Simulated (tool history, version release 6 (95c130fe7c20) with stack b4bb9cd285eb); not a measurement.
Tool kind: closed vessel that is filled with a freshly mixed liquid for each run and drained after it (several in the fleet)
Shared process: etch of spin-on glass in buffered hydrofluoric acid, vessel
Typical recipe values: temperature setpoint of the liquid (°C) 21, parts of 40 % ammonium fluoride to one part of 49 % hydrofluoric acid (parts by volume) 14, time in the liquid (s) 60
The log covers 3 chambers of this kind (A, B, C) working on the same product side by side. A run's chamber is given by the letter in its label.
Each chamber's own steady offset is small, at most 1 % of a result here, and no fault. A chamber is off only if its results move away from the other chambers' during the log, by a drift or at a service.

run   hour  temperature setpoint of the liquid (°C)  parts of 40 % ammonium fluoride to one part of 49 % hydrofluoric acid (parts by volume)  time in the liquid (s)  hours since the thermometer was replaced  hours since the hydrofluoric acid flow meter was replaced  read-back film thickness of the spin-on glass reference wafer, read on the same gauge (nm)  thickness taken off the spin-on glass on a monitor wafer (angstrom)
 1C    8.7                                       21                                                                                       14                      60                                    1732.7                                                     1307.1                                                                                         100                                                               1452.5
 2B   12.9                                       21                                                                                       14                      60                                     474.7                                                       18.7                                                                                         100                                                               1430.5
 3A   17.4                                       21                                                                                       14                      60                                     840.6                                                      367.8                                                                                      100.01                                                               1472.8
 4C   25.5                                       21                                                                                       14                      60                                    1749.5                                                     1323.9                                                                                      99.993                                                               1441.2
 5B   31.3                                       21                                                                                       14                      60                                     493.1                                                       37.1                                                                                      100.01                                                               1466.1
 6A   39.4                                       21                                                                                       14                      60                                     862.6                                                      389.8                                                                                      99.971                                                                 1479
 7C   46.1                                       21                                                                                       14                      60                                    1770.1                                                     1344.5                                                                                      100.03                                                               1458.7
 8A   52.3                                       21                                                                                       14                      60                                     875.5                                                      402.7                                                                                      100.04                                                               1462.6
 9B   58.2                                       21                                                                                       14                      60                                       520                                                         64                                                                                      99.987                                                               1460.3
10A   64.5                                       21                                                                                       14                      60                                     887.7                                                      414.9                                                                                      100.03                                                               1475.1
11C   73.7                                       21                                                                                       14                      60                                    1797.7                                                     1372.1                                                                                      99.976                                                               1442.4
      74.9  -- chamber A: thermometer replaced
12B   83.3                                       21                                                                                       14                      60                                     545.1                                                       89.1                                                                                      99.989                                                               1452.5
13B   90.3                                       21                                                                                       14                      60                                     552.1                                                       96.1                                                                                      100.06                                                               1469.3
14A   98.3                                       21                                                                                       16                      35                                      23.5                                                      448.7                                                                                      100.03                                                               746.99
15C  105.7                                       21                                                                                       16                      35                                    1829.7                                                     1404.1                                                                                      100.03                                                               730.11
16A  112.1                                       21                                                                                       16                      35                                      37.3                                                      462.5                                                                                      99.986                                                               746.76
       113  -- chamber A: hydrofluoric acid flow meter replaced
17C  118.5                                       21                                                                                     17.5                      60                                    1842.5                                                     1416.9                                                                                      99.992                                                               1155.4
18B  127.3                                       21                                                                                     17.5                      60                                     589.1                                                      133.1                                                                                         100                                                                 1152
19B  131.7                                       21                                                                                     17.5                      60                                     593.5                                                      137.5                                                                                      100.01                                                               1159.3
20A  138.4                                       21                                                                                       14                      60                                      63.6                                                       25.5                                                                                      99.996                                                               1475.2
21C  144.8                                       21                                                                                       14                      60                                    1868.8                                                     1443.2                                                                                      99.983                                                               1415.3
22A  149.2                                       21                                                                                       14                      60                                      74.4                                                       36.3                                                                                      99.992                                                               1457.7
23C  157.7                                       21                                                                                       14                      60                                    1881.7                                                     1456.1                                                                                         100                                                               1425.2
24B  163.1                                       21                                                                                       14                      60                                     624.9                                                      168.9                                                                                         100                                                               1457.1
25C  170.4                                       21                                                                                       14                      60                                    1894.4                                                     1468.8                                                                                      100.04                                                               1427.2
26B  178.7                                       21                                                                                       14                      60                                     640.5                                                      184.5                                                                                      100.06                                                               1442.6
27A  187.6                                       21                                                                                       14                      60                                     112.8                                                       74.7                                                                                      99.999                                                               1462.7
28C  193.6                                     25.5                                                                                       11                      60                                    1917.6                                                       1492                                                                                      99.962                                                               2256.9
29A  201.3                                     25.5                                                                                       11                      60                                     126.5                                                       88.4                                                                                      100.02                                                               2381.7
30B  209.2                                     25.5                                                                                       11                      60                                       671                                                        215                                                                                      100.02                                                               2382.9
31B  215.9                                       21                                                                                       14                      60                                     677.7                                                      221.7                                                                                      100.04                                                               1464.6
32C  224.4                                       21                                                                                       14                      60                                    1948.4                                                     1522.8                                                                                      100.01                                                               1419.4

All chambers now run identical settings, listed one chamber a line with results as question marks. What results will each chamber show?
33A  231.2                                       17                                                                                       14                      60                                                                                                                                                                                                                                                                     ?
33B  231.2                                       17                                                                                       14                      60                                                                                                                                                                                                                                                                     ?
33C  231.2                                       17                                                                                       14                      60                                                                                                                                                                                                                                                                     ?

run  thickness taken off the spin-on glass on a monitor wafer (angstrom)
33A                                                               1154.9
33B                                                               1144.4
33C                                                               1121.3
